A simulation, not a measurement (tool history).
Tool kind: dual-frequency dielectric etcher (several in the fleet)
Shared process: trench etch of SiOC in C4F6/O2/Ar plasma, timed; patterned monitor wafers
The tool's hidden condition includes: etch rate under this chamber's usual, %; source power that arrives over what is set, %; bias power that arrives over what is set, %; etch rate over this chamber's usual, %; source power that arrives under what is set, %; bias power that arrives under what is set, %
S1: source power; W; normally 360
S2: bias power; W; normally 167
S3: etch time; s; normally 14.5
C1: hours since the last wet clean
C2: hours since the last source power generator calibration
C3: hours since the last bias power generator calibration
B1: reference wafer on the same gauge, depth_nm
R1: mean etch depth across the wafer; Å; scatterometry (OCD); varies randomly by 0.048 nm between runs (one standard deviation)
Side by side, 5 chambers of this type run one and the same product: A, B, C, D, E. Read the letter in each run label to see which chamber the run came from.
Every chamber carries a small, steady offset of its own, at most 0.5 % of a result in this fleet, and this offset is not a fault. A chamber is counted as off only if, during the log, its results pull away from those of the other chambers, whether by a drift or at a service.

run,hour,S1,S2,S3,C1,C2,C3,B1,R1
1D,3.6,360,167,14.5,76.3,704.4,940.8,30.399,282.49
2C,7.5,360,167,14.5,180.3,2605.3,3164.8,30.404,282.29
3B,10.3,360,167,14.5,310.2,2927.4,1495.1,30.412,282.71
4E,13.4,360,167,14.5,216.3,1944.2,1014.8,30.410,284.23
5A,19.1,420,167,12.0,29.9,2408.5,1970.5,30.412,248.37
6E,23.5,420,167,12.0,226.4,1954.3,1024.9,30.409,250.03
7B,27.6,420,167,12.0,327.5,2944.7,1512.4,30.432,249.48
8A,32.5,420,167,12.0,43.3,2421.9,1983.9,30.451,248.61
9D,37.2,420,167,12.0,109.9,738.0,974.4,30.440,248.72
10C,43.1,360,167,14.5,215.9,2640.9,3200.4,30.447,281.70
11B,46.7,360,167,14.5,346.6,2963.8,1531.5,30.441,283.57
12A,50.7,360,167,14.5,61.5,2440.1,2002.1,30.454,283.15
13C,56.4,360,167,14.5,229.2,2654.2,3213.7,30.468,282.71
14D,61.9,360,167,14.5,134.6,762.7,999.1,30.450,283.31
15E,66.3,360,167,14.5,269.2,1997.1,1067.7,30.462,283.21
16D,71.3,360,149,14.5,144.0,772.1,1008.5,30.484,273.17
17A,77.5,360,149,14.5,88.3,2466.9,2028.9,30.476,273.40
18B,80.8,360,149,14.5,380.7,2997.9,1565.6,30.487,274.33
19E,85.4,360,149,14.5,288.3,2016.2,1086.8,30.483,273.55
20C,91.6,360,149,14.5,264.4,2689.4,3248.9,30.495,273.20
21A,97.5,360,167,14.5,108.3,2486.9,2048.9,30.511,284.69
22C,102.7,360,167,14.5,275.5,2700.5,3260.0,30.505,282.54
23E,108.4,360,167,14.5,311.3,2039.2,1109.8,30.523,283.54
24D,113.8,360,167,14.5,186.5,814.6,1051.0,30.526,282.82
25B,119.7,360,167,14.5,419.6,3036.8,1604.5,30.538,283.81
26B,125.9,360,167,14.5,425.8,3043.0,1610.7,30.526,284.14
27D,131.9,360,167,14.5,204.6,832.7,1069.1,30.533,283.30
28E,137.6,360,167,14.5,340.5,2068.4,1139.0,30.537,284.55
29C,142.1,360,131,17.0,314.9,2739.9,3299.4,30.561,309.02
30A,146.6,360,131,17.0,157.4,2536.0,2098.0,30.552,309.40
# hour 150.8: chamber E: wet clean of the chamber
31B,151.4,360,131,17.0,451.3,3068.5,1636.2,30.555,310.77
32A,155.2,360,131,17.0,166.0,2544.6,2106.6,30.562,309.40
33D,158.9,360,131,17.0,231.6,859.7,1096.1,30.564,308.27
34E,164.0,360,167,14.5,13.2,2094.8,1165.4,30.559,284.31
35C,170.0,360,167,14.5,342.8,2767.8,3327.3,30.581,284.09
36E,175.0,360,167,14.5,24.2,2105.8,1176.4,30.573,284.74
37B,180.9,360,167,14.5,480.8,3098.0,1665.7,30.591,285.48
38D,185.6,360,167,14.5,258.3,886.4,1122.8,30.605,283.56
39C,188.7,360,167,14.5,361.5,2786.5,3346.0,30.596,284.12
40A,194.6,360,167,14.5,205.4,2584.0,2146.0,30.613,284.38

All 5 chambers run these settings next. Forecast each chamber's results:
41A,199.0,360,141,14.5,,,,,?
41B,199.0,360,141,14.5,,,,,?
41C,199.0,360,141,14.5,,,,,?
41D,199.0,360,141,14.5,,,,,?
41E,199.0,360,141,14.5,,,,,?

run,R1
41A,269.50
41B,271.45
41C,268.73
41D,270.16
41E,270.27
